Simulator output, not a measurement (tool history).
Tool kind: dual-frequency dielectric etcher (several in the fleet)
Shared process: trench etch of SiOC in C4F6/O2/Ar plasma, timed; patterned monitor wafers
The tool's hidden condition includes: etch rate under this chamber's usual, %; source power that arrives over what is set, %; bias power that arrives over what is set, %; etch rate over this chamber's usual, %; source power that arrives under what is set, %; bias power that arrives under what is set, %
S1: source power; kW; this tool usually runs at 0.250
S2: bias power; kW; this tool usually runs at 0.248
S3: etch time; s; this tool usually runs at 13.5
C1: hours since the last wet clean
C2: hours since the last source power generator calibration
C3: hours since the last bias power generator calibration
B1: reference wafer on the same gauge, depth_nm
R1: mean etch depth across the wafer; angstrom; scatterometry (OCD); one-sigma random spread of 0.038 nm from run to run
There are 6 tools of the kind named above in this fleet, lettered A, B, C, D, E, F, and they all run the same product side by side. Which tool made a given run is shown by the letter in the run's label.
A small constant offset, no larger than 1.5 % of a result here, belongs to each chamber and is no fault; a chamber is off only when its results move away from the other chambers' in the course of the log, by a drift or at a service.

run	hour	S1	S2	S3	C1	C2	C3	B1	R1
1B	5.5	0.250	0.248	13.5	117.9	1320.9	1092.6	22.200	262.72
2D	12.6	0.250	0.248	13.5	229.7	598.3	1472.7	22.199	260.27
3C	24.6	0.250	0.248	13.5	330.9	500.8	499.4	22.193	263.17
4E	33.5	0.250	0.248	13.5	264.8	1951.1	2318.4	22.190	261.41
5F	43.0	0.250	0.248	13.5	315.8	99.2	201.9	22.183	258.34
6A	51.2	0.250	0.248	13.5	392.4	1013.5	2246.2	22.190	262.21
7B	61.9	0.250	0.248	13.5	174.3	1377.3	1149.0	22.178	262.50
8F	69.7	0.250	0.248	13.5	342.5	125.9	228.6	22.177	257.03
9A	75.9	0.250	0.248	13.5	417.1	1038.2	2270.9	22.178	260.57
10C	85.5	0.250	0.248	13.5	391.8	561.7	560.3	22.177	262.08
11D	94.2	0.250	0.248	13.5	311.3	679.9	1554.3	22.165	260.45
12E	100.3	0.300	0.248	15.0	331.6	2017.9	2385.2	22.174	311.16
# hour 102.4: chamber A: wet clean of the chamber
13C	109.6	0.300	0.248	15.0	415.9	585.8	584.4	22.155	312.70
14E	115.9	0.300	0.248	15.0	347.2	2033.5	2400.8	22.163	310.60
15A	126.4	0.300	0.248	15.0	24.1	1088.7	2321.4	22.152	312.03
16B	137.6	0.300	0.248	15.0	250.0	1453.0	1224.7	22.156	312.26
17D	147.1	0.300	0.248	15.0	364.2	732.8	1607.2	22.155	310.70
18F	155.7	0.250	0.248	13.5	428.5	211.9	314.6	22.158	257.51
19E	167.1	0.250	0.248	13.5	398.4	2084.7	2452.0	22.141	260.47
20A	175.4	0.250	0.248	13.5	73.1	1137.7	2370.4	22.144	261.46
# hour 175.5: chamber E: source power generator calibrated
21D	180.8	0.210	0.248	17.0	397.9	766.5	1640.9	22.136	307.10
22F	188.6	0.210	0.248	17.0	461.4	244.8	347.5	22.146	303.73
23B	197.8	0.210	0.248	17.0	310.2	1513.2	1284.9	22.138	309.48
24C	204.7	0.210	0.248	17.0	511.0	680.9	679.5	22.136	309.12
25C	215.2	0.210	0.248	17.0	521.5	691.4	690.0	22.132	309.60
26D	225.6	0.210	0.248	17.0	442.7	811.3	1685.7	22.134	306.37
27E	232.8	0.250	0.248	13.5	464.1	57.3	2517.7	22.130	260.45
28F	243.8	0.250	0.248	13.5	516.6	300.0	402.7	22.126	256.94
29B	254.2	0.250	0.248	13.5	366.6	1569.6	1341.3	22.119	261.83
# hour 256.4: chamber D: bias power generator calibrated
# hour 259.3: chamber F: wet clean of the chamber
30A	264.3	0.250	0.248	13.5	162.0	1226.6	2459.3	22.106	260.21
31E	274.1	0.250	0.248	13.5	505.4	98.6	2559.0	22.110	260.30
32F	282.6	0.250	0.248	13.5	23.4	338.8	441.5	22.103	256.58
33D	290.6	0.250	0.248	13.5	507.7	876.3	34.2	22.103	260.38
34A	296.8	0.250	0.248	13.5	194.5	1259.1	2491.8	22.100	261.37
35C	307.6	0.250	0.248	13.5	613.9	783.8	782.4	22.108	261.98
36B	319.6	0.250	0.248	13.5	432.0	1635.0	1406.7	22.100	261.17
37A	327.0	0.250	0.248	13.5	224.7	1289.3	2522.0	22.102	260.31
38D	337.9	0.250	0.248	13.5	555.0	923.6	81.5	22.095	259.58
# hour 339.7: chamber C: wet clean of the chamber
39E	346.5	0.250	0.248	13.5	577.8	171.0	2631.4	22.090	259.74
40C	357.9	0.250	0.248	13.5	18.3	834.1	832.7	22.079	261.59
# hour 363.0: chamber D: wet clean of the chamber
41F	366.5	0.250	0.248	13.5	107.3	422.7	525.4	22.079	257.43
42B	372.1	0.250	0.248	13.5	484.5	1687.5	1459.2	22.082	261.27
43D	383.4	0.250	0.193	10.0	20.4	969.1	127.0	22.082	176.45
44F	394.5	0.250	0.193	10.0	135.3	450.7	553.4	22.080	174.19

Predict what each chamber gives when all 6 of them run the settings below next.
45A	403.1	0.250	0.248	13.5					?
45B	403.1	0.250	0.248	13.5					?
45C	403.1	0.250	0.248	13.5					?
45D	403.1	0.250	0.248	13.5					?
45E	403.1	0.250	0.248	13.5					?
45F	403.1	0.250	0.248	13.5					?

run	R1
45A	260.38
45B	260.83
45C	261.36
45D	259.96
45E	259.72
45F	256.38

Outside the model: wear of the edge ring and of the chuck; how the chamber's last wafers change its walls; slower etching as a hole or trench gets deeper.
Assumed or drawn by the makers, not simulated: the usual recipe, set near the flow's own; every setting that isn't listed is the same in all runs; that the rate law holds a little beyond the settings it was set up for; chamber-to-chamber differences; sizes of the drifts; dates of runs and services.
